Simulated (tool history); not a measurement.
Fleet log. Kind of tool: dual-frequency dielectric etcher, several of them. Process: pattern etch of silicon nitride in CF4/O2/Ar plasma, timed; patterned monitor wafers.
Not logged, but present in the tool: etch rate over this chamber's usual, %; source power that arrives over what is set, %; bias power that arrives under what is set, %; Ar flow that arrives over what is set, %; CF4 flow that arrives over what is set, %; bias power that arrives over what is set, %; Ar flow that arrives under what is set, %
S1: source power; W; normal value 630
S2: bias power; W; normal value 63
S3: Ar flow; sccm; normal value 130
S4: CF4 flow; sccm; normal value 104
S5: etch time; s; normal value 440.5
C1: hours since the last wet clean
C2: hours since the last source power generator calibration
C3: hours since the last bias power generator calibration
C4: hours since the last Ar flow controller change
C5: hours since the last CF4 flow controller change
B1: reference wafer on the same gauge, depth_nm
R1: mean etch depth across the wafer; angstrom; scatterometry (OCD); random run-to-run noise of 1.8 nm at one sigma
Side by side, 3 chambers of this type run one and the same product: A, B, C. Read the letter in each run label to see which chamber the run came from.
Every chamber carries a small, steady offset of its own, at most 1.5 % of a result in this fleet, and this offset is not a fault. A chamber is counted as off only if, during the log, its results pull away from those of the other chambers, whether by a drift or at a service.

| run | hour | S1 | S2 | S3 | S4 | S5 | C1 | C2 | C3 | C4 | C5 | B1 | R1 |
|---|---|---|---|---|---|---|---|---|---|---|---|---|---|
| 1C | 9.4 | 630 | 63 | 130 | 104 | 440.5 | 313.6 | 2911.7 | 899.2 | 3269.8 | 636.9 | 1160.3 | 11040 |
| 2B | 20.4 | 630 | 63 | 130 | 104 | 440.5 | 285.8 | 2336.6 | 2448.4 | 2612.3 | 1070 | 1159.4 | 10792 |
| 3A | 28 | 630 | 63 | 130 | 104 | 440.5 | 63.3 | 2796.6 | 1454.2 | 984.2 | 2111.9 | 1159.4 | 10812 |
| 4C | 37.5 | 630 | 63 | 130 | 104 | 440.5 | 341.7 | 2939.8 | 927.3 | 3297.9 | 665 | 1159.3 | 10998 |
| 5A | 44 | 630 | 63 | 130 | 104 | 440.5 | 79.3 | 2812.6 | 1470.2 | 1000.2 | 2127.9 | 1159 | 10792 |
| 6B | 52.9 | 630 | 63 | 130 | 104 | 440.5 | 318.3 | 2369.1 | 2480.9 | 2644.8 | 1102.5 | 1158.6 | 10749 |
| 7A | 61.3 | 630 | 63 | 130 | 104 | 440.5 | 96.6 | 2829.9 | 1487.5 | 1017.5 | 2145.2 | 1158.8 | 10794 |
| 8C | 69.2 | 630 | 63 | 130 | 104 | 440.5 | 373.4 | 2971.5 | 959 | 3329.6 | 696.7 | 1158.8 | 10985 |
| 9B | 79.7 | 630 | 63 | 130 | 104 | 440.5 | 345.1 | 2395.9 | 2507.7 | 2671.6 | 1129.3 | 1158.8 | 10763 |
|  | 81.1 | chamber B: wet clean of the chamber |
| 10A | 90.1 | 630 | 63 | 130 | 104 | 440.5 | 125.4 | 2858.7 | 1516.3 | 1046.3 | 2174 | 1158.6 | 10778 |
| 11C | 96.3 | 630 | 63 | 130 | 104 | 440.5 | 400.5 | 2998.6 | 986.1 | 3356.7 | 723.8 | 1157.7 | 11040 |
| 12B | 103.3 | 630 | 63 | 130 | 81 | 440.5 | 22.3 | 2419.5 | 2531.3 | 2695.2 | 1152.9 | 1157.8 | 10410 |
| 13B | 108.7 | 630 | 63 | 130 | 81 | 440.5 | 27.7 | 2424.9 | 2536.7 | 2700.6 | 1158.3 | 1157.7 | 10436 |
| 14C | 118.7 | 630 | 63 | 130 | 81 | 440.5 | 422.9 | 3021 | 1008.5 | 3379.1 | 746.2 | 1158 | 10647 |
|  | 124.3 | chamber C: source power generator calibrated |
| 15A | 129.2 | 630 | 63 | 130 | 104 | 440.5 | 164.5 | 2897.8 | 1555.4 | 1085.4 | 2213.1 | 1157.6 | 10772 |
| 16C | 138.9 | 630 | 63 | 130 | 104 | 440.5 | 443.1 | 14.6 | 1028.7 | 3399.3 | 766.4 | 1157.5 | 11004 |
| 17A | 149.3 | 630 | 63 | 130 | 104 | 440.5 | 184.6 | 2917.9 | 1575.5 | 1105.5 | 2233.2 | 1157.4 | 10786 |
| 18B | 155.1 | 630 | 63 | 130 | 104 | 440.5 | 74.1 | 2471.3 | 2583.1 | 2747 | 1204.7 | 1157.6 | 10789 |
| 19A | 160.3 | 630 | 63 | 130 | 104 | 440.5 | 195.6 | 2928.9 | 1586.5 | 1116.5 | 2244.2 | 1157.3 | 10781 |
| 20C | 169 | 630 | 63 | 130 | 104 | 440.5 | 473.2 | 44.7 | 1058.8 | 3429.4 | 796.5 | 1156.9 | 10980 |
| 21B | 175.6 | 630 | 63 | 130 | 104 | 440.5 | 94.6 | 2491.8 | 2603.6 | 2767.5 | 1225.2 | 1156 | 10756 |
| 22B | 186.9 | 630 | 63 | 130 | 104 | 361.5 | 105.9 | 2503.1 | 2614.9 | 2778.8 | 1236.5 | 1156.7 | 8807.1 |
|  | 195.9 | chamber A: CF4 flow controller replaced |
| 23C | 197.6 | 630 | 63 | 130 | 104 | 361.5 | 501.8 | 73.3 | 1087.4 | 3458 | 825.1 | 1156.2 | 9010.7 |
| 24A | 208.2 | 630 | 63 | 130 | 104 | 361.5 | 243.5 | 2976.8 | 1634.4 | 1164.4 | 12.3 | 1155.3 | 8839.5 |
|  | 209.3 | chamber C: wet clean of the chamber |
| 25A | 220.2 | 630 | 63 | 130 | 104 | 440.5 | 255.5 | 2988.8 | 1646.4 | 1176.4 | 24.3 | 1155.6 | 10750 |
| 26C | 231.5 | 630 | 63 | 130 | 104 | 440.5 | 22.3 | 107.2 | 1121.3 | 3491.9 | 859 | 1155.4 | 10997 |
| 27B | 238.2 | 630 | 63 | 130 | 104 | 440.5 | 157.2 | 2554.4 | 2666.2 | 2830.1 | 1287.8 | 1155 | 10769 |
| 28A | 249.2 | 760 | 63 | 130 | 104 | 440.5 | 284.5 | 3017.8 | 1675.4 | 1205.4 | 53.3 | 1155.3 | 12703 |
| 29C | 260.2 | 760 | 63 | 130 | 104 | 440.5 | 51 | 135.9 | 1150 | 3520.6 | 887.7 | 1154.6 | 12862 |
| 30B | 265.4 | 760 | 63 | 130 | 104 | 440.5 | 184.4 | 2581.6 | 2693.4 | 2857.3 | 1315 | 1154.5 | 12619 |
| 31C | 274.2 | 630 | 63 | 130 | 104 | 440.5 | 65 | 149.9 | 1164 | 3534.6 | 901.7 | 1153.9 | 10944 |
| 32A | 282.2 | 630 | 63 | 130 | 104 | 440.5 | 317.5 | 3050.8 | 1708.4 | 1238.4 | 86.3 | 1154.5 | 10795 |
| 33B | 288.5 | 630 | 63 | 130 | 104 | 440.5 | 207.5 | 2604.7 | 2716.5 | 2880.4 | 1338.1 | 1153.8 | 10783 |
| 34A | 299.5 | 630 | 63 | 153 | 104 | 349.5 | 334.8 | 3068.1 | 1725.7 | 1255.7 | 103.6 | 1153.4 | 8353.5 |
| 35B | 310 | 630 | 63 | 153 | 104 | 349.5 | 229 | 2626.2 | 2738 | 2901.9 | 1359.6 | 1153.8 | 8373.1 |
| 36C | 318.9 | 630 | 63 | 153 | 104 | 349.5 | 109.7 | 194.6 | 1208.7 | 3579.3 | 946.4 | 1152.9 | 8506.9 |
| 37C | 327.9 | 630 | 63 | 130 | 104 | 440.5 | 118.7 | 203.6 | 1217.7 | 3588.3 | 955.4 | 1153.3 | 10948 |
| 38B | 333.5 | 630 | 63 | 118 | 104 | 440.5 | 252.5 | 2649.7 | 2761.5 | 2925.4 | 1383.1 | 1153.8 | 10859 |
| 39A | 345.2 | 630 | 63 | 118 | 104 | 440.5 | 380.5 | 3113.8 | 1771.4 | 1301.4 | 149.3 | 1153.1 | 10880 |
| 40C | 355 | 630 | 63 | 118 | 104 | 440.5 | 145.8 | 230.7 | 1244.8 | 3615.4 | 982.5 | 1153 | 11079 |
| 41A | 366.1 | 630 | 63 | 130 | 104 | 440.5 | 401.4 | 3134.7 | 1792.3 | 1322.3 | 170.2 | 1152.9 | 10741 |
| 42B | 377.8 | 630 | 63 | 130 | 121 | 440.5 | 296.8 | 2694 | 2805.8 | 2969.7 | 1427.4 | 1152.5 | 10950 |

Decide between three cases: one chamber stands off from its peers, the gauge reading all wafers drifts, or nothing is wrong past each chamber's small offset. Where a chamber is off, say which and what most likely put it there.

None of the chambers is off. What moves is the gauge, dragging all their readings along together.
Most likely cause: gauge reads low (%) = 0.665.

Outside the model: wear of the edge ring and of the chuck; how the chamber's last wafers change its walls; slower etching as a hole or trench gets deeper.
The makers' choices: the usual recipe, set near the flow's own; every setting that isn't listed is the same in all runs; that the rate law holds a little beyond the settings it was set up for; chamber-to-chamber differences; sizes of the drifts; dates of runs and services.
